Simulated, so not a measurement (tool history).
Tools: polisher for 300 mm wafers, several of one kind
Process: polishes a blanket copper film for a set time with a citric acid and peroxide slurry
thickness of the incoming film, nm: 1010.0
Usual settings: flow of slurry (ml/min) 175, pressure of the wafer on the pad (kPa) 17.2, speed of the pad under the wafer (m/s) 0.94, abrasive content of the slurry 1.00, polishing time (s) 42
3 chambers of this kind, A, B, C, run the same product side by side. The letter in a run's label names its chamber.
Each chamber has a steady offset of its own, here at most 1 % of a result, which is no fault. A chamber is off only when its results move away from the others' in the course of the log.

run   hour  flow of slurry (ml/min)  pressure of the wafer on the pad (kPa)  speed of the pad under the wafer (m/s)  abrasive content of the slurry  polishing time (s)  wafers polished on this pad  hours since the slurry nozzle was cleaned  hours since the head pressure was calibrated  hours since the slurry blender was calibrated  film removed (nm)
 1A    6.9                      175                                    17.2                                    0.94                            1.00                  42                          881                                      610.4                                         273.0                                          248.0             73.121
 2B   12.8                      175                                    17.2                                    0.94                            1.00                  42                          413                                       43.6                                         714.0                                           48.2             73.916
 3C   17.2                      175                                    17.2                                    0.94                            1.00                  42                         1240                                       27.3                                         884.2                                          134.0             72.898
      21.5  -- chamber A: worn pad replaced by a new one
 4A   25.1                      175                                    17.2                                    0.94                            1.00                  42                           50                                      628.6                                         291.2                                          266.2             72.309
 5B   29.9                      175                                    17.2                                    0.94                            1.00                  42                          648                                       60.7                                         731.1                                           65.3             72.493
 6C   35.2                      175                                    17.2                                    0.94                            1.00                  42                         1487                                       45.3                                         902.2                                          152.0             72.354
 7B   41.3                      175                                    17.2                                    0.94                            1.00                  42                          804                                       72.1                                         742.5                                           76.7             72.584
      44.0  -- chamber B: worn pad replaced by a new one
 8A   50.6                      175                                    17.2                                    0.94                            1.00                  42                          399                                      654.1                                         316.7                                          291.7             73.489
 9C   59.7                      175                                    17.2                                    0.94                            1.00                  42                         1823                                       69.8                                         926.7                                          176.5             71.357
10C   67.4                      220                                    17.2                                    0.94                            1.00                  42                         1929                                       77.5                                         934.4                                          184.2             75.027
11A   74.5                      220                                    17.2                                    0.94                            1.00                  42                          727                                      678.0                                         340.6                                          315.6             74.688
12B   79.9                      220                                    17.2                                    0.94                            1.00                  42                          492                                      110.7                                         781.1                                          115.3             75.124
13A   85.8                      175                                    17.2                                    0.94                            1.00                  42                          882                                      689.3                                         351.9                                          326.9             72.959
14C   93.6                      175                                    17.2                                    0.94                            1.00                  42                         2288                                      103.7                                         960.6                                          210.4             71.790
      95.1  -- chamber A: slurry blender recalibrated
      97.7  -- chamber A: worn pad replaced by a new one
     100.0  -- chamber B: worn pad replaced by a new one
15B  102.1                      175                                    17.2                                    0.94                            1.00                  42                           30                                      132.9                                         803.3                                          137.5             72.531
16B  106.6                      175                                    17.2                                    0.94                            1.00                  42                           91                                      137.4                                         807.8                                          142.0             72.167
17A  110.9                      175                                    17.2                                    0.94                            1.00                  42                          182                                      714.4                                         377.0                                           15.9             73.155
18C  115.1                      175                                    17.2                                    0.94                            1.00                  42                         2583                                      125.2                                         982.1                                          231.9             71.617
     117.9  -- chamber C: head pressure recalibrated
19A  121.9                      175                                    17.2                                    0.94                            1.00                  42                          333                                      725.4                                         388.0                                           26.9             71.769
20B  131.0                      210                                    17.2                                    0.94                            1.00                  42                          426                                      161.8                                         832.2                                          166.4             74.354
     136.6  -- chamber B: slurry blender recalibrated
21C  138.8                      210                                    17.2                                    0.94                            1.00                  42                         2908                                      148.9                                          20.9                                          255.6             70.984
     140.9  -- chamber A: head pressure recalibrated
22A  145.9                      210                                    17.2                                    0.94                            1.00                  42                          662                                      749.4                                           5.0                                           50.9             74.131
23C  150.3                      175                                    17.2                                    0.94                            1.00                  42                         3066                                      160.4                                          32.4                                          267.1             68.379
24B  156.2                      175                                    17.2                                    0.94                            1.00                  42                          772                                      187.0                                         857.4                                           19.6             71.931
     158.9  -- chamber B: worn pad replaced by a new one
25B  162.4                      175                                    17.2                                    0.94                            1.00                  42                           48                                      193.2                                         863.6                                           25.8             71.957
26C  169.8                      175                                    17.2                                    0.94                            1.00                  42                         3333                                      179.9                                          51.9                                          286.6             66.431
     172.7  -- chamber A: worn pad replaced by a new one
27A  176.3                      175                                    17.2                                    0.94                            1.00                  42                           50                                      779.8                                          35.4                                           81.3             72.168
28C  182.8                      175                                    17.2                                    0.94                            1.00                  42                         3512                                      192.9                                          64.9                                          299.6             66.897
29A  187.9                      175                                    17.2                                    0.94                            1.00                  42                          209                                      791.4                                          47.0                                           92.9             72.665
30B  193.3                      175                                    17.2                                    0.94                            1.00                  42                          472                                      224.1                                         894.5                                           56.7             72.802
31A  198.3                      175                                    17.2                                    0.94                            1.00                  42                          352                                      801.8                                          57.4                                          103.3             73.338
32C  203.7                      175                                    17.2                                    0.94                            1.00                  42                         3798                                      213.8                                          85.8                                          320.5             64.784
33B  209.1                      175                                    17.2                                    0.94                            1.00                  42                          689                                      239.9                                         910.3                                           72.5             72.423
     212.6  -- chamber B: worn pad replaced by a new one
34C  218.0                      175                                    17.2                                    0.94                            1.15                  42                         3995                                      228.1                                         100.1                                          334.8             67.561
35B  224.1                      175                                    17.2                                    0.94                            1.15                  42                          158                                      254.9                                         925.3                                           87.5             75.249
36A  229.2                      175                                    17.2                                    0.94                            1.15                  42                          775                                      832.7                                          88.3                                          134.2             74.787
37B  237.3                      175                                    17.2                                    0.94                            1.00                  42                          339                                      268.1                                         938.5                                          100.7             71.593
38A  243.9                      175                                    17.2                                    1.24                            1.00                  42                          977                                      847.4                                         103.0                                          148.9             95.968

Is one chamber off against the others, does the gauge drift, or is nothing wrong? If a chamber is off, say which, and what the likeliest cause is.

Chamber C drifts away from the others.
Cause: removal rate lost through wear of the pad, % = 11.9.

Here are 4 candidates for chamber C's next run, each the usual settings with a change, their results left as question marks. Which one brings its results back in line with what the others give on the usual settings?
In line means no further than this from the other chambers' mean on the usual settings: film removed (nm) 2.300
39C-1  250.8                      175                                    16.5                                    0.90                            1.00                  40                                                                                                                                                                                       ?
39C-2  250.8                      170                                    17.2                                    0.84                            1.00                  37                                                                                                                                                                                       ?
39C-3  250.8                      180                                    17.2                                    1.04                            1.00                  48                                                                                                                                                                                       ?
39C-4  250.8                      175                                    17.9                                    0.98                            1.00                  44                                                                                                                                                                                       ?

The other chambers' mean on the usual settings: film removed (nm) 72.553
  run  film removed (nm)
39C-1             55.997
39C-2             50.230
39C-3             80.662
39C-4             72.251
39C-4 brings the chamber back in line.
